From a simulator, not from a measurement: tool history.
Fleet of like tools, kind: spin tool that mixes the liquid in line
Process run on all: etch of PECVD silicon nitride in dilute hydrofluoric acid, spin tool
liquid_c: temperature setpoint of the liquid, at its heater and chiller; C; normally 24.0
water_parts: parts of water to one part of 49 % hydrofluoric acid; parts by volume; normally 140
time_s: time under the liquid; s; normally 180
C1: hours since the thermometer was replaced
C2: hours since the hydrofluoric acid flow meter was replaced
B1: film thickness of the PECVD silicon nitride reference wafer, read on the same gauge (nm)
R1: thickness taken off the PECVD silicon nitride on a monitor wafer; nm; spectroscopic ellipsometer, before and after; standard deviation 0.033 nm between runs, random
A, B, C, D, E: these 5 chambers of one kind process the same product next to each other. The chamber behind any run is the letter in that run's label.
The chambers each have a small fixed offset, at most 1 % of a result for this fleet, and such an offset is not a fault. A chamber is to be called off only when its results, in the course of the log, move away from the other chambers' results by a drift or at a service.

run 1B hour=7.3 | liquid_c=24.0 water_parts=140 time_s=180 | C1=1239.4 C2=108.9 | B1=70.006 | R1=2.1778
run 2C hour=14.9 | liquid_c=24.0 water_parts=140 time_s=180 | C1=1041.8 C2=234.0 | B1=69.990 | R1=2.1756
run 3D hour=20.1 | liquid_c=24.0 water_parts=140 time_s=180 | C1=841.4 C2=2403.2 | B1=70.008 | R1=2.1855
run 4A hour=29.0 | liquid_c=24.0 water_parts=140 time_s=180 | C1=691.3 C2=840.3 | B1=69.997 | R1=2.2637
run 5E hour=39.2 | liquid_c=24.0 water_parts=140 time_s=180 | C1=222.0 C2=1469.9 | B1=70.036 | R1=2.2287
run 6A hour=43.7 | liquid_c=24.0 water_parts=140 time_s=180 | C1=706.0 C2=855.0 | B1=70.025 | R1=2.1937
run 7C hour=52.2 | liquid_c=24.0 water_parts=140 time_s=180 | C1=1079.1 C2=271.3 | B1=70.016 | R1=2.1899
run 8D hour=61.4 | liquid_c=24.0 water_parts=140 time_s=180 | C1=882.7 C2=2444.5 | B1=70.028 | R1=2.1391
run 9B hour=66.2 | liquid_c=24.0 water_parts=140 time_s=180 | C1=1298.3 C2=167.8 | B1=70.004 | R1=2.1590
run 10E hour=74.6 | liquid_c=24.0 water_parts=140 time_s=180 | C1=257.4 C2=1505.3 | B1=70.013 | R1=2.2557
run 11C hour=82.7 | liquid_c=24.0 water_parts=140 time_s=180 | C1=1109.6 C2=301.8 | B1=70.015 | R1=2.1530
run 12A hour=88.8 | liquid_c=24.0 water_parts=140 time_s=180 | C1=751.1 C2=900.1 | B1=69.979 | R1=2.1549
run 13D hour=93.4 | liquid_c=24.0 water_parts=140 time_s=180 | C1=914.7 C2=2476.5 | B1=70.036 | R1=2.2603
run 14E hour=103.5 | liquid_c=24.0 water_parts=140 time_s=180 | C1=286.3 C2=1534.2 | B1=70.015 | R1=2.2286
-- hour=108.5 chamber A: hydrofluoric acid flow meter replaced
run 15B hour=112.9 | liquid_c=24.0 water_parts=140 time_s=180 | C1=1345.0 C2=214.5 | B1=70.002 | R1=2.2335
run 16D hour=118.6 | liquid_c=24.0 water_parts=140 time_s=180 | C1=939.9 C2=2501.7 | B1=69.951 | R1=2.2042
run 17A hour=128.0 | liquid_c=24.0 water_parts=140 time_s=180 | C1=790.3 C2=19.5 | B1=70.041 | R1=2.2564
run 18B hour=135.4 | liquid_c=24.0 water_parts=140 time_s=180 | C1=1367.5 C2=237.0 | B1=70.020 | R1=2.1667
run 19C hour=144.2 | liquid_c=24.0 water_parts=140 time_s=180 | C1=1171.1 C2=363.3 | B1=70.031 | R1=2.1578
run 20E hour=151.0 | liquid_c=24.0 water_parts=140 time_s=180 | C1=333.8 C2=1581.7 | B1=69.970 | R1=2.1658
run 21E hour=159.2 | liquid_c=24.0 water_parts=140 time_s=180 | C1=342.0 C2=1589.9 | B1=69.937 | R1=2.2181
-- hour=166.9 chamber D: hydrofluoric acid flow meter replaced
run 22C hour=168.0 | liquid_c=27.5 water_parts=140 time_s=280 | C1=1194.9 C2=387.1 | B1=69.972 | R1=4.2886
run 23A hour=174.8 | liquid_c=27.5 water_parts=140 time_s=280 | C1=837.1 C2=66.3 | B1=70.068 | R1=4.3880
run 24D hour=180.5 | liquid_c=27.5 water_parts=140 time_s=280 | C1=1001.8 C2=13.6 | B1=70.015 | R1=4.3252
run 25B hour=185.7 | liquid_c=27.5 water_parts=140 time_s=280 | C1=1417.8 C2=287.3 | B1=70.014 | R1=4.1920
-- hour=187.7 chamber B: thermometer replaced
run 26E hour=195.7 | liquid_c=27.5 water_parts=140 time_s=280 | C1=378.5 C2=1626.4 | B1=70.044 | R1=4.3628
run 27C hour=203.3 | liquid_c=24.0 water_parts=140 time_s=180 | C1=1230.2 C2=422.4 | B1=70.009 | R1=2.2280
run 28B hour=213.5 | liquid_c=24.0 water_parts=140 time_s=180 | C1=25.9 C2=315.1 | B1=70.051 | R1=2.1008
run 29A hour=221.0 | liquid_c=24.0 water_parts=140 time_s=180 | C1=883.3 C2=112.5 | B1=70.038 | R1=2.2030
run 30D hour=231.0 | liquid_c=24.0 water_parts=140 time_s=180 | C1=1052.3 C2=64.1 | B1=70.003 | R1=2.2661
run 31A hour=238.9 | liquid_c=24.0 water_parts=140 time_s=180 | C1=901.2 C2=130.4 | B1=70.033 | R1=2.2195
-- hour=243.5 chamber C: hydrofluoric acid flow meter replaced
run 32D hour=246.7 | liquid_c=24.0 water_parts=140 time_s=180 | C1=1068.0 C2=79.8 | B1=70.068 | R1=2.1617
run 33B hour=251.7 | liquid_c=24.0 water_parts=140 time_s=180 | C1=64.1 C2=353.3 | B1=70.014 | R1=2.0851
run 34C hour=257.2 | liquid_c=24.0 water_parts=140 time_s=180 | C1=1284.1 C2=13.8 | B1=69.987 | R1=2.2540
run 35E hour=264.7 | liquid_c=24.0 water_parts=140 time_s=180 | C1=447.5 C2=1695.4 | B1=69.965 | R1=2.2311
run 36A hour=269.2 | liquid_c=24.0 water_parts=140 time_s=180 | C1=931.5 C2=160.7 | B1=70.019 | R1=2.2936
run 37B hour=275.6 | liquid_c=24.0 water_parts=140 time_s=180 | C1=88.0 C2=377.2 | B1=70.047 | R1=2.1149
run 38C hour=280.2 | liquid_c=24.0 water_parts=140 time_s=180 | C1=1307.1 C2=36.8 | B1=70.031 | R1=2.1826
run 39E hour=287.1 | liquid_c=24.0 water_parts=90 time_s=180 | C1=469.9 C2=1717.8 | B1=70.041 | R1=3.3995
run 40D hour=294.8 | liquid_c=24.0 water_parts=90 time_s=180 | C1=1116.1 C2=127.9 | B1=69.985 | R1=3.5073
run 41A hour=301.8 | liquid_c=24.0 water_parts=90 time_s=180 | C1=964.1 C2=193.3 | B1=69.943 | R1=3.3970
run 42B hour=310.3 | liquid_c=24.0 water_parts=90 time_s=180 | C1=122.7 C2=411.9 | B1=69.994 | R1=3.0979
run 43E hour=319.1 | liquid_c=24.0 water_parts=90 time_s=180 | C1=501.9 C2=1749.8 | B1=70.030 | R1=3.3438
run 44D hour=326.4 | liquid_c=24.0 water_parts=140 time_s=180 | C1=1147.7 C2=159.5 | B1=69.995 | R1=2.2442

Is one chamber out of step, is the gauge drifting, or do the chambers differ by no more than their own small offsets? For an off chamber, give its letter and the likeliest cause.

Little by little, chamber B moves away from the other chambers.
Most likely cause: hydrofluoric acid flow below the setpoint (%) = 9.25.

Below are 4 candidate recipes for chamber B's next run, each the usual settings with a change, their results shown as question marks. Which of them brings B's results back in line with what the other chambers give on the usual settings?
In line here means within this much of the mean the other chambers give on the usual settings: R1 0.1200 nm
run 45B-1 hour=333.7 | liquid_c=24.0 water_parts=140 time_s=160 | R1=?
run 45B-2 hour=333.7 | liquid_c=24.0 water_parts=135 time_s=190 | R1=?
run 45B-3 hour=333.7 | liquid_c=24.0 water_parts=175 time_s=180 | R1=?
run 45B-4 hour=333.7 | liquid_c=24.5 water_parts=130 time_s=205 | R1=?

What the other chambers average on the usual settings: R1 2.2265 nm
run=45B-1 R1=1.7788
run=45B-2 R1=2.1887
run=45B-3 R1=1.6087
run=45B-4 R1=2.5288
With 45B-2, the chamber falls back in line with the rest.
